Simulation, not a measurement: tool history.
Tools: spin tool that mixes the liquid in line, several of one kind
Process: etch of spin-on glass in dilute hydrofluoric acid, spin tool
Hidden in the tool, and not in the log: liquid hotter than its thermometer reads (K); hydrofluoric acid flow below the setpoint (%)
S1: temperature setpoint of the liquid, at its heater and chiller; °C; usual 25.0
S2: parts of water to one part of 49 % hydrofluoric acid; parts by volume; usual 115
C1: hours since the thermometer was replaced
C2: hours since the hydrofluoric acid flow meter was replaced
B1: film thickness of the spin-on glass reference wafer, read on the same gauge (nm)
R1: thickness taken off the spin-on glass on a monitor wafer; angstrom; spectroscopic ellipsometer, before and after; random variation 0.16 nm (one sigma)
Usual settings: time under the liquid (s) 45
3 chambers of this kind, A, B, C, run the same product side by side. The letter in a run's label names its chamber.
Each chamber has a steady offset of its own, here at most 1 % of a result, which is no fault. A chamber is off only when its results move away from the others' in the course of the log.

run 1C hour=5.7 | S1=25.0 S2=115 time_under_the_liquid_(s)=45 | C1=1203.6 C2=1432.2 | B1=59.991 | R1=226.24
run 2B hour=8.7 | S1=25.0 S2=115 time_under_the_liquid_(s)=45 | C1=798.4 C2=2029.3 | B1=60.009 | R1=222.65
run 3A hour=12.8 | S1=25.0 S2=115 time_under_the_liquid_(s)=45 | C1=332.9 C2=157.2 | B1=60.009 | R1=225.55
run 4B hour=15.9 | S1=25.0 S2=115 time_under_the_liquid_(s)=45 | C1=805.6 C2=2036.5 | B1=60.001 | R1=226.48
run 5C hour=19.1 | S1=25.0 S2=115 time_under_the_liquid_(s)=45 | C1=1217.0 C2=1445.6 | B1=60.020 | R1=223.83
run 6A hour=22.2 | S1=25.0 S2=115 time_under_the_liquid_(s)=45 | C1=342.3 C2=166.6 | B1=59.975 | R1=220.97
-- hour=23.8 chamber C: thermometer replaced
run 7B hour=27.3 | S1=25.0 S2=115 time_under_the_liquid_(s)=45 | C1=817.0 C2=2047.9 | B1=60.008 | R1=225.14
run 8A hour=32.5 | S1=20.5 S2=115 time_under_the_liquid_(s)=45 | C1=352.6 C2=176.9 | B1=59.986 | R1=187.26
run 9C hour=36.1 | S1=20.5 S2=115 time_under_the_liquid_(s)=45 | C1=12.3 C2=1462.6 | B1=59.977 | R1=188.82
run 10C hour=42.1 | S1=20.5 S2=115 time_under_the_liquid_(s)=45 | C1=18.3 C2=1468.6 | B1=60.003 | R1=187.54
run 11A hour=45.7 | S1=25.0 S2=115 time_under_the_liquid_(s)=45 | C1=365.8 C2=190.1 | B1=60.013 | R1=225.70
run 12B hour=51.7 | S1=25.0 S2=115 time_under_the_liquid_(s)=45 | C1=841.4 C2=2072.3 | B1=59.988 | R1=223.68
run 13A hour=54.5 | S1=25.0 S2=115 time_under_the_liquid_(s)=45 | C1=374.6 C2=198.9 | B1=60.001 | R1=223.37
run 14C hour=59.8 | S1=25.0 S2=115 time_under_the_liquid_(s)=45 | C1=36.0 C2=1486.3 | B1=60.009 | R1=224.41
run 15B hour=64.8 | S1=25.0 S2=115 time_under_the_liquid_(s)=45 | C1=854.5 C2=2085.4 | B1=60.014 | R1=223.09
run 16A hour=70.9 | S1=25.0 S2=115 time_under_the_liquid_(s)=45 | C1=391.0 C2=215.3 | B1=60.035 | R1=223.92
run 17B hour=77.1 | S1=25.0 S2=115 time_under_the_liquid_(s)=45 | C1=866.8 C2=2097.7 | B1=59.971 | R1=224.08
run 18C hour=83.3 | S1=25.0 S2=115 time_under_the_liquid_(s)=45 | C1=59.5 C2=1509.8 | B1=60.008 | R1=225.90
run 19C hour=89.0 | S1=25.0 S2=115 time_under_the_liquid_(s)=45 | C1=65.2 C2=1515.5 | B1=60.011 | R1=229.56
run 20B hour=93.0 | S1=25.0 S2=115 time_under_the_liquid_(s)=45 | C1=882.7 C2=2113.6 | B1=59.981 | R1=224.34
run 21A hour=97.7 | S1=25.0 S2=115 time_under_the_liquid_(s)=45 | C1=417.8 C2=242.1 | B1=60.028 | R1=225.79
run 22C hour=100.9 | S1=25.0 S2=115 time_under_the_liquid_(s)=45 | C1=77.1 C2=1527.4 | B1=60.011 | R1=227.08
run 23A hour=104.7 | S1=25.0 S2=115 time_under_the_liquid_(s)=45 | C1=424.8 C2=249.1 | B1=59.993 | R1=224.23
run 24B hour=110.7 | S1=25.0 S2=115 time_under_the_liquid_(s)=45 | C1=900.4 C2=2131.3 | B1=60.019 | R1=226.63
run 25B hour=116.5 | S1=25.0 S2=115 time_under_the_liquid_(s)=45 | C1=906.2 C2=2137.1 | B1=59.997 | R1=221.94
-- hour=118.1 chamber B: hydrofluoric acid flow meter replaced
run 26C hour=120.2 | S1=25.0 S2=115 time_under_the_liquid_(s)=45 | C1=96.4 C2=1546.7 | B1=59.985 | R1=225.81
run 27A hour=126.5 | S1=25.0 S2=115 time_under_the_liquid_(s)=45 | C1=446.6 C2=270.9 | B1=59.999 | R1=231.53
run 28C hour=132.7 | S1=25.0 S2=115 time_under_the_liquid_(s)=45 | C1=108.9 C2=1559.2 | B1=60.006 | R1=225.49
run 29B hour=138.6 | S1=25.0 S2=115 time_under_the_liquid_(s)=45 | C1=928.3 C2=20.5 | B1=59.983 | R1=225.92
run 30A hour=143.0 | S1=25.0 S2=115 time_under_the_liquid_(s)=30 | C1=463.1 C2=287.4 | B1=59.979 | R1=155.80
run 31A hour=146.0 | S1=25.0 S2=115 time_under_the_liquid_(s)=30 | C1=466.1 C2=290.4 | B1=59.998 | R1=157.04
run 32C hour=149.0 | S1=25.0 S2=115 time_under_the_liquid_(s)=30 | C1=125.2 C2=1575.5 | B1=60.005 | R1=151.32
run 33B hour=154.7 | S1=25.0 S2=115 time_under_the_liquid_(s)=45 | C1=944.4 C2=36.6 | B1=59.989 | R1=225.39
run 34B hour=157.6 | S1=27.5 S2=115 time_under_the_liquid_(s)=45 | C1=947.3 C2=39.5 | B1=60.005 | R1=246.04
run 35A hour=163.8 | S1=27.5 S2=115 time_under_the_liquid_(s)=45 | C1=483.9 C2=308.2 | B1=60.010 | R1=260.49
run 36C hour=166.7 | S1=27.5 S2=115 time_under_the_liquid_(s)=45 | C1=142.9 C2=1593.2 | B1=59.998 | R1=249.79
run 37B hour=172.8 | S1=25.0 S2=115 time_under_the_liquid_(s)=45 | C1=962.5 C2=54.7 | B1=60.018 | R1=223.43
run 38A hour=178.0 | S1=25.0 S2=115 time_under_the_liquid_(s)=45 | C1=498.1 C2=322.4 | B1=59.969 | R1=240.56
run 39C hour=183.5 | S1=25.0 S2=115 time_under_the_liquid_(s)=45 | C1=159.7 C2=1610.0 | B1=60.000 | R1=225.55
run 40A hour=186.6 | S1=25.0 S2=115 time_under_the_liquid_(s)=45 | C1=506.7 C2=331.0 | B1=59.999 | R1=239.60
run 41B hour=191.3 | S1=25.0 S2=115 time_under_the_liquid_(s)=45 | C1=981.0 C2=73.2 | B1=60.032 | R1=225.66

Next, every chamber runs the same settings. What will each give?
run 42A hour=196.0 | S1=25.0 S2=115 time_under_the_liquid_(s)=45 | R1=?
run 42B hour=196.0 | S1=25.0 S2=115 time_under_the_liquid_(s)=45 | R1=?
run 42C hour=196.0 | S1=25.0 S2=115 time_under_the_liquid_(s)=45 | R1=?

run=42A R1=242.70
run=42B R1=225.39
run=42C R1=224.83

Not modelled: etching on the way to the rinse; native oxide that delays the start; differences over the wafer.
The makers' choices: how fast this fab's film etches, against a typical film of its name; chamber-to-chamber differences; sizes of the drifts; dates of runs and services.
